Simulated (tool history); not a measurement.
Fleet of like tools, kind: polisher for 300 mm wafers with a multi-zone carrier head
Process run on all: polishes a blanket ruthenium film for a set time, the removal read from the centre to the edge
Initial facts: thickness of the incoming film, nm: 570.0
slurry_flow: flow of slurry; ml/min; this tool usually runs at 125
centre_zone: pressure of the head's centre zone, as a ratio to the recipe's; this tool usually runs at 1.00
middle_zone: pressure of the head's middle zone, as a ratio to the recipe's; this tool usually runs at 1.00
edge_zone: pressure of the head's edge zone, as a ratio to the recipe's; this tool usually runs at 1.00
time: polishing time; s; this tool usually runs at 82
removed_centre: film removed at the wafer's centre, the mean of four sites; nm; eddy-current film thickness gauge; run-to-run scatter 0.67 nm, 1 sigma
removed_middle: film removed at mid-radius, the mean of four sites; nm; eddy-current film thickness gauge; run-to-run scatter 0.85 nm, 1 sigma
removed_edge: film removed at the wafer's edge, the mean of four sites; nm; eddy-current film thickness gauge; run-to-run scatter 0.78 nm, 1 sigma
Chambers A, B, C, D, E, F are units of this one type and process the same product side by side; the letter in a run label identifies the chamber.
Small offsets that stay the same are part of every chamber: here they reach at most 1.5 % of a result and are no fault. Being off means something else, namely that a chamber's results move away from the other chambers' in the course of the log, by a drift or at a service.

run	day	slurry_flow	centre_zone	middle_zone	edge_zone	time	removed_centre	removed_middle	removed_edge
# day 0.021: chamber E: worn pad replaced by a new one
# day 0.138: chamber F: slurry nozzle cleaned
1F	0.258	125	1.00	1.00	1.00	82	70.902	74.022	70.627
# day 0.267: chamber A: worn pad replaced by a new one
2E	0.671	125	1.00	1.00	1.00	82	71.079	70.799	71.363
# day 0.975: chamber B: worn pad replaced by a new one
3D	1.033	125	1.00	1.00	1.00	82	69.615	72.317	72.183
# day 1.104: chamber A: edge zone pressure recalibrated
4B	1.438	125	1.00	1.00	1.00	82	71.045	70.794	71.878
# day 1.442: chamber C: worn pad replaced by a new one
5A	1.900	125	1.00	1.00	1.00	82	71.434	69.978	69.830
# day 1.950: chamber F: worn pad replaced by a new one
6C	2.325	125	1.00	1.00	1.00	82	71.197	72.891	72.692
# day 2.412: chamber C: centre zone pressure recalibrated
7F	2.629	125	1.00	1.00	1.00	82	70.822	71.487	71.458
8B	3.033	125	1.00	1.00	1.00	82	70.998	70.681	70.679
# day 3.221: chamber C: slurry nozzle cleaned
9E	3.292	125	1.00	1.00	1.00	82	70.349	70.890	70.843
# day 3.504: chamber E: worn pad replaced by a new one
10D	3.533	125	1.00	1.00	1.00	82	70.770	73.109	70.958
# day 3.742: chamber A: worn pad replaced by a new one
11C	3.804	125	1.00	1.00	1.00	82	71.179	72.406	72.356
# day 3.929: chamber B: worn pad replaced by a new one
# day 4.096: chamber A: centre zone pressure recalibrated
# day 4.238: chamber D: worn pad replaced by a new one
12A	4.329	125	0.90	1.00	1.00	82	63.690	70.746	70.318
13E	4.708	125	0.90	1.00	1.00	82	62.017	69.137	70.533
14B	5.058	125	0.90	1.00	1.00	82	63.327	71.843	70.934
15A	5.571	125	0.90	1.00	1.00	82	63.949	70.103	70.629
# day 5.875: chamber F: edge zone pressure recalibrated
# day 6.054: chamber C: worn pad replaced by a new one
16D	6.067	125	0.90	1.00	1.00	82	63.059	70.837	72.096
17C	6.550	125	0.90	1.00	1.00	82	62.951	73.007	70.954
# day 6.838: chamber B: worn pad replaced by a new one
18F	7.079	125	1.11	0.89	1.00	82	79.854	64.108	71.276
# day 7.296: chamber E: worn pad replaced by a new one
# day 7.500: chamber A: worn pad replaced by a new one
19D	7.612	125	1.11	0.89	1.00	82	79.490	65.377	71.011
20C	7.950	125	1.11	0.89	1.00	82	79.069	64.438	72.142
# day 7.971: chamber D: slurry nozzle cleaned
21B	8.200	125	1.11	0.89	1.00	82	80.085	63.407	71.796
# day 8.488: chamber A: slurry nozzle cleaned
22A	8.633	125	1.11	0.89	1.00	82	80.394	64.462	70.471
# day 8.654: chamber F: worn pad replaced by a new one
23F	9.058	125	1.11	0.89	1.00	82	79.483	65.782	72.256
# day 9.142: chamber D: worn pad replaced by a new one
24E	9.512	125	1.00	1.00	1.00	82	67.877	69.302	70.516
25E	9.858	125	1.00	1.00	1.00	82	67.970	69.108	69.980
# day 9.912: chamber E: edge zone pressure recalibrated
26F	10.129	110	1.00	1.00	0.92	82	69.305	69.374	66.904
# day 10.175: chamber C: worn pad replaced by a new one
# day 10.288: chamber B: worn pad replaced by a new one
27C	10.492	110	1.00	1.00	0.92	82	67.774	69.812	68.232
28B	10.975	110	1.00	1.00	0.92	82	68.637	68.827	66.899
# day 11.033: chamber E: worn pad replaced by a new one
# day 11.208: chamber A: worn pad replaced by a new one
29D	11.462	110	1.00	1.00	0.92	82	68.380	69.985	65.053
30A	11.833	110	1.00	1.00	0.92	82	68.231	68.694	66.510
31B	12.275	110	1.00	1.00	0.92	82	68.857	68.779	66.935
32C	12.700	125	1.00	1.00	1.00	82	71.168	71.871	71.308
33A	12.950	125	1.00	1.00	1.00	82	71.018	71.434	70.491
34F	13.338	125	1.00	1.00	1.00	82	70.551	73.489	72.117
35E	13.788	125	1.00	1.00	1.00	82	68.482	68.175	69.678
# day 14.104: chamber B: worn pad replaced by a new one
# day 14.217: chamber E: worn pad replaced by a new one
36D	14.317	125	1.00	1.00	1.00	82	70.868	71.143	72.335
# day 14.542: chamber C: worn pad replaced by a new one
37E	14.633	125	1.00	1.00	1.00	82	66.835	69.188	70.232
# day 14.692: chamber F: worn pad replaced by a new one
# day 14.925: chamber A: worn pad replaced by a new one
# day 14.967: chamber D: worn pad replaced by a new one
38D	15.100	125	1.00	1.00	1.00	82	72.732	71.783	70.291
39A	15.554	125	1.00	0.88	1.00	82	71.430	63.067	71.963
# day 15.558: chamber C: edge zone pressure recalibrated
# day 15.671: chamber F: centre zone pressure recalibrated
40B	16.054	125	1.00	0.88	1.00	82	70.083	64.873	72.212
41F	16.342	125	1.00	0.88	1.00	82	70.001	64.508	71.619
42C	16.662	125	1.00	0.88	1.00	82	69.887	64.026	72.587

Read the log: is a single chamber off, either drifting away or since a service, is the gauge that measures every chamber drifting, or is nothing wrong beyond small per-chamber offsets? Name any odd chamber and what most likely caused it.

It is chamber E that slowly wanders off from its peers.
Likeliest cause: slurry flow missing at the pad, % = 20.5.

Here are 4 candidates for chamber E's next run, each the usual settings with a change, their results left as question marks. Which one brings its results back in line with what the others give on the usual settings?
Maximum distance from the other chambers' mean on the usual settings for a result to count as in line: removed_centre 2.300 nm; removed_middle 3.000 nm; removed_edge 2.700 nm
43E-1	17.046	120	0.98	0.99	1.01	79	?	?	?
43E-2	17.046	115	0.96	0.98	1.02	76	?	?	?
43E-3	17.046	135	1.04	1.02	0.98	88	?	?	?
43E-4	17.046	130	1.02	1.01	0.99	85	?	?	?

Average result of the remaining chambers running the usual settings: removed_centre 71.074 nm; removed_middle 71.263 nm; removed_edge 71.263 nm
run	removed_centre	removed_middle	removed_edge
43E-1	61.214	63.732	66.070
43E-2	56.718	59.996	63.363
43E-3	75.611	75.326	74.033
43E-4	70.661	71.398	71.406
43E-4 brings the chamber back in line.

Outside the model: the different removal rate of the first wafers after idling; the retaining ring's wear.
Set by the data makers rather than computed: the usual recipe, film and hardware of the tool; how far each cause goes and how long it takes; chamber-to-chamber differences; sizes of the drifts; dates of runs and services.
